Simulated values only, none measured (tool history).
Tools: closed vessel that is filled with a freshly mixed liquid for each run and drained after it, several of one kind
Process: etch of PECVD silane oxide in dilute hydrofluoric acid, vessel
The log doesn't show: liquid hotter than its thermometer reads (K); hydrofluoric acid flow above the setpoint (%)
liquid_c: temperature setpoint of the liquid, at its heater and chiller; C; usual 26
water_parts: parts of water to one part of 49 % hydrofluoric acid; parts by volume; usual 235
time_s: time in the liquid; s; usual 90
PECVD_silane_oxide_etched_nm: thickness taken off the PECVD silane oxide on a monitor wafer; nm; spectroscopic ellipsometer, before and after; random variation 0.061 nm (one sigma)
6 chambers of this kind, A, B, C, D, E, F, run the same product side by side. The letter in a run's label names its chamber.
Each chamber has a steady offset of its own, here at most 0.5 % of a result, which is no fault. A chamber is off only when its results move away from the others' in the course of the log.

run	hour	liquid_c	water_parts	time_s	hours since the thermometer was replaced	hours since the hydrofluoric acid flow meter was replaced	read-back film thickness of the PECVD silane oxide reference wafer, read on the same gauge (nm)	PECVD_silane_oxide_etched_nm
1C	2.5	26	235	90	626.9	538.1	69.993	7.6368
2B	6.6	26	235	90	269.9	55.3	69.992	7.584
3D	10	26	235	90	1681.6	313	70.009	7.625
4A	14.4	26	235	90	617.6	644.7	69.957	7.6446
5F	18.2	26	235	90	727.8	1375.7	70.008	7.5978
6E	21.2	26	235	90	614.7	1733.2	69.982	7.5358
# hour 21.6: chamber F: hydrofluoric acid flow meter replaced
7A	24.6	26	330	90	627.8	654.9	70.023	4.9516
8E	26.9	26	330	90	620.4	1738.9	70	4.8868
9D	29.5	26	330	90	1701.1	332.5	70.003	4.9359
10F	33.1	26	330	90	742.7	11.5	69.959	4.8557
11B	35.8	26	330	90	299.1	84.5	70.034	4.9355
12C	39.7	26	330	90	664.1	575.3	70.002	4.9287
13C	43.2	26	235	90	667.6	578.8	69.992	7.6789
14F	47.1	26	235	90	756.7	25.5	70.05	7.6109
15B	49.5	26	235	90	312.8	98.2	70.001	7.6436
16A	52.5	26	235	90	655.7	682.8	69.961	7.6812
17D	56.3	26	235	90	1727.9	359.3	70.04	7.6186
18E	59.6	26	235	90	653.1	1771.6	69.966	7.6057
19D	63.6	26	235	90	1735.2	366.6	70.028	7.7448
20C	65.6	26	235	90	690	601.2	70.04	7.6514
21E	69.2	26	235	90	662.7	1781.2	69.97	7.5929
22B	73.4	26	235	90	336.7	122.1	70	7.5763
23F	75.6	26	235	90	785.2	54	69.984	7.6634
24A	80.3	26	235	90	683.5	710.6	69.992	7.5879
25A	84.3	26	235	90	687.5	714.6	69.985	7.6417
26B	88.3	26	235	90	351.6	137	69.977	7.6246
27F	91.4	26	235	90	801	69.8	69.996	7.609
28D	95.8	26	235	90	1767.4	398.8	70	8.0932
29E	100	26	235	90	693.5	1812	70.01	7.573
30C	102.8	29	235	40	727.2	638.4	69.984	3.7846
31A	106.7	29	235	40	709.9	737	70.034	3.7819
32B	111.4	29	235	40	374.7	160.1	70.019	3.7201
33C	115.8	29	235	40	740.2	651.4	70.003	3.7518
34D	119	29	235	40	1790.6	422	69.962	4.0119
35F	123.1	29	235	40	832.7	101.5	69.978	3.7615
36E	125.5	22.5	235	115	719	1837.5	70.021	8.5494
37C	128.6	22.5	235	115	753	664.2	69.994	8.4824

Next, every chamber runs the same settings. What will each give?
38A	132	26	235	90				?
38B	132	26	235	90				?
38C	132	26	235	90				?
38D	132	26	235	90				?
38E	132	26	235	90				?
38F	132	26	235	90				?

run	PECVD_silane_oxide_etched_nm
38A	7.5977
38B	7.567
38C	7.6681
38D	8.3039
38E	7.608
38F	7.6577

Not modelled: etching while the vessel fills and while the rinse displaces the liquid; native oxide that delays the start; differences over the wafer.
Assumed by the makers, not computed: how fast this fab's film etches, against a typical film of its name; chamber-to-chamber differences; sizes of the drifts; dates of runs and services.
